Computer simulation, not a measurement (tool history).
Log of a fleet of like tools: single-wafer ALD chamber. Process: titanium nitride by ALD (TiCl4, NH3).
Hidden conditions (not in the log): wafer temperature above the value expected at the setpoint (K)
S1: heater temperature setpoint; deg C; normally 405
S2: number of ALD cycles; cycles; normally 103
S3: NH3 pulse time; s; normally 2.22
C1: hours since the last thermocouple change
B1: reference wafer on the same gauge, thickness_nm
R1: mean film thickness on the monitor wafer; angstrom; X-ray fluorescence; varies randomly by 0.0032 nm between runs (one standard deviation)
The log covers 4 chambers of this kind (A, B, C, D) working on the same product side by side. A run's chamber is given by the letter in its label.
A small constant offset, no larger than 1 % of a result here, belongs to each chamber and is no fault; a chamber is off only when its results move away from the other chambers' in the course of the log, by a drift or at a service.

run	hour	S1	S2	S3	C1	B1	R1
1A	10.9	405	103	2.22	942.6	2.4105	22.867
2C	25.0	405	103	2.22	501.9	2.4103	22.984
3D	37.9	405	103	2.22	221.3	2.4117	22.788
4B	50.5	405	103	2.22	435.2	2.4114	22.767
5B	63.9	405	103	2.22	448.6	2.4121	22.856
6C	71.9	405	103	2.22	548.8	2.4125	23.045
7A	85.3	405	103	2.22	1017.0	2.4132	22.963
8D	95.0	405	103	2.22	278.4	2.4139	22.870
9D	110.1	405	103	2.22	293.5	2.4146	22.817
10A	123.7	405	103	2.22	1055.4	2.4146	23.011
11B	131.6	405	103	2.22	516.3	2.4157	22.792
12C	141.5	405	103	2.22	618.4	2.4156	23.053
13D	153.3	405	103	2.22	336.7	2.4160	22.836
14A	164.9	405	103	2.22	1096.6	2.4161	23.000
15C	176.9	405	103	2.22	653.8	2.4166	23.100
16B	189.1	405	103	2.22	573.8	2.4166	22.868
17A	201.6	405	103	2.22	1133.3	2.4179	23.095
18B	215.8	405	103	2.22	600.5	2.4191	22.878
19C	227.5	405	103	2.22	704.4	2.4189	23.051
20D	235.5	405	103	2.22	418.9	2.4195	22.904
21A	250.9	405	103	2.22	1182.6	2.4191	22.959
22C	264.0	405	103	2.22	740.9	2.4195	23.113
# hour 266.4: chamber A: thermocouple changed; heater temperature recalibrated
23D	274.1	405	103	2.22	457.5	2.4201	22.856
24B	286.3	405	103	2.22	671.0	2.4213	22.912
25D	301.4	405	103	2.22	484.8	2.4219	22.926
26B	309.1	405	103	2.22	693.8	2.4229	22.879
27A	323.7	405	103	2.22	57.3	2.4228	23.101
28C	339.8	396	84	2.22	816.7	2.4232	18.802
29A	348.2	396	84	2.22	81.8	2.4230	18.690

Has any chamber moved away from the others, gradually or after a service, or does the common gauge drift, or do the chambers differ only by their own small steady offsets? State the chamber and the most likely cause if one applies.

No chamber is off; the gauge reading every chamber's wafers drifts, which makes the whole fleet appear to move together.
Likeliest cause: gauge reads high (%) = 0.576.
